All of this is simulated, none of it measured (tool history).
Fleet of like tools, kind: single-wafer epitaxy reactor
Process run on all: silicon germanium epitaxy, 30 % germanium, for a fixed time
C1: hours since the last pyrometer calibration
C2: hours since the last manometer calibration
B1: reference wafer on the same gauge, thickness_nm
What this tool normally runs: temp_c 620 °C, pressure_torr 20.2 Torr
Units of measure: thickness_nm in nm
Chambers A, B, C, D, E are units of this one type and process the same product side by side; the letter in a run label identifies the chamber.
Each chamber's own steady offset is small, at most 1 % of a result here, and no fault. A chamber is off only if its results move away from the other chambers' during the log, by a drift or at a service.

Run 1E, day 0.438: usual settings; C1 1828.2; C2 1363.1; B1 84.632. Result: thickness_nm 85.192 nm.
Run 2D, day 0.738: usual settings; C1 2528.1; C2 637.7; B1 84.645. Result: thickness_nm 84.727 nm.
At day 0.933: chamber D: pyrometer calibrated.
Run 3B, day 1.104: usual settings; C1 529.9; C2 172.7; B1 84.69. Result: thickness_nm 84.454 nm.
At day 1.221: chamber E: pyrometer calibrated.
Run 4C, day 1.479: usual settings; C1 712.2; C2 883.4; B1 84.69. Result: thickness_nm 85.118 nm.
Run 5A, day 1.954: usual settings but pressure_torr 18.1 Torr; C1 1880.4; C2 1980.2; B1 84.577. Result: thickness_nm 82.192 nm.
Run 6D, day 2.488: usual settings but pressure_torr 18.1 Torr; C1 37.4; C2 679.7; B1 84.735. Result: thickness_nm 80.864 nm.
Run 7C, day 2.896: usual settings but pressure_torr 18.1 Torr; C1 746.2; C2 917.4; B1 84.546. Result: thickness_nm 81.337 nm.
Run 8E, day 3.321: usual settings but pressure_torr 18.1 Torr; C1 50.4; C2 1432.3; B1 84.677. Result: thickness_nm 80.862 nm.
Run 9A, day 3.612: usual settings but pressure_torr 18.1 Torr; C1 1920.2; C2 2020; B1 84.574. Result: thickness_nm 82.244 nm.
Run 10B, day 4.038: usual settings; C1 600.3; C2 243.1; B1 84.552. Result: thickness_nm 83.715 nm.
Run 11D, day 4.592: usual settings; C1 87.9; C2 730.2; B1 84.589. Result: thickness_nm 83.785 nm.
Run 12C, day 5.171: usual settings; C1 800.8; C2 972; B1 84.695. Result: thickness_nm 85.184 nm.
Run 13E, day 5.75: usual settings; C1 108.7; C2 1490.6; B1 84.636. Result: thickness_nm 84.461 nm.
Run 14B, day 6.229: usual settings; C1 652.9; C2 295.7; B1 84.572. Result: thickness_nm 84.217 nm.
Run 15A, day 6.796: usual settings; C1 1996.6; C2 2096.4; B1 84.615. Result: thickness_nm 84.925 nm.
Run 16D, day 7.083: usual settings; C1 147.7; C2 790; B1 84.584. Result: thickness_nm 84.506 nm.
Run 17E, day 7.554: usual settings but temp_c 615 °C; C1 152; C2 1533.9; B1 84.575. Result: thickness_nm 77.908 nm.
At day 7.871: chamber A: pyrometer calibrated.
Run 18B, day 7.992: usual settings but temp_c 615 °C; C1 695.2; C2 338; B1 84.693. Result: thickness_nm 77.276 nm.
Run 19A, day 8.583: usual settings but temp_c 615 °C; C1 17.2; C2 2139.3; B1 84.571. Result: thickness_nm 77.705 nm.
Run 20C, day 8.912: usual settings but temp_c 615 °C; C1 890.6; C2 1061.8; B1 84.578. Result: thickness_nm 77.185 nm.
Run 21C, day 9.367: usual settings but temp_c 615 °C; C1 901.5; C2 1072.7; B1 84.603. Result: thickness_nm 77.711 nm.
Run 22A, day 9.683: usual settings; C1 43.6; C2 2165.7; B1 84.615. Result: thickness_nm 84.594 nm.
Run 23B, day 10.225: usual settings; C1 748.8; C2 391.6; B1 84.617. Result: thickness_nm 83.738 nm.
Run 24E, day 10.658: usual settings; C1 226.5; C2 1608.4; B1 84.586. Result: thickness_nm 84.785 nm.
Run 25D, day 11.221: usual settings; C1 247; C2 889.3; B1 84.447. Result: thickness_nm 83.445 nm.
Run 26A, day 11.5: usual settings; C1 87.2; C2 2209.3; B1 84.56. Result: thickness_nm 84.76 nm.
Run 27E, day 11.988: usual settings; C1 258.4; C2 1640.3; B1 84.648. Result: thickness_nm 84.802 nm.
Run 28B, day 12.583: usual settings; C1 805.4; C2 448.2; B1 84.608. Result: thickness_nm 83.964 nm.
Run 29D, day 13.042: usual settings; C1 290.7; C2 933; B1 84.594. Result: thickness_nm 84.499 nm.
Run 30C, day 13.479: usual settings; C1 1000.2; C2 1171.4; B1 84.651. Result: thickness_nm 85.071 nm.
Run 31A, day 13.975: usual settings; C1 146.6; C2 2268.7; B1 84.615. Result: thickness_nm 83.995 nm.
Run 32B, day 14.388: usual settings; C1 848.7; C2 491.5; B1 84.651. Result: thickness_nm 84.116 nm.
Run 33C, day 14.8: usual settings; C1 1031.9; C2 1203.1; B1 84.552. Result: thickness_nm 84.851 nm.
Run 34E, day 15.162: usual settings; C1 334.6; C2 1716.5; B1 84.596. Result: thickness_nm 84.37 nm.
Run 35D, day 15.583: usual settings; C1 351.7; C2 994; B1 84.568. Result: thickness_nm 84.246 nm.
Run 36B, day 15.842: usual settings but temp_c 630 °C, pressure_torr 16.5 Torr; C1 883.6; C2 526.4; B1 84.612. Result: thickness_nm 92.563 nm.
Run 37E, day 16.371: usual settings but temp_c 630 °C, pressure_torr 16.5 Torr; C1 363.6; C2 1745.5; B1 84.567. Result: thickness_nm 92.02 nm.
Run 38C, day 16.821: usual settings but temp_c 630 °C, pressure_torr 16.5 Torr; C1 1080.4; C2 1251.6; B1 84.434. Result: thickness_nm 92.758 nm.
Run 39D, day 17.325: usual settings but temp_c 630 °C, pressure_torr 16.5 Torr; C1 393.5; C2 1035.8; B1 84.666. Result: thickness_nm 91.817 nm.
Run 40A, day 17.733: usual settings but temp_c 630 °C, pressure_torr 16.5 Torr; C1 236.8; C2 2358.9; B1 84.515. Result: thickness_nm 90.906 nm.

The same settings go to every chamber for the next run, one line per chamber below. Forecast the results for each:
Run 41A, day 18.162: usual settings. Result: thickness_nm ?.
Run 41B, day 18.162: usual settings. Result: thickness_nm ?.
Run 41C, day 18.162: usual settings. Result: thickness_nm ?.
Run 41D, day 18.162: usual settings. Result: thickness_nm ?.
Run 41E, day 18.162: usual settings. Result: thickness_nm ?.

run  thickness_nm
41A        82.398
41B        83.901
41C        84.273
41D        84.797
41E        84.224
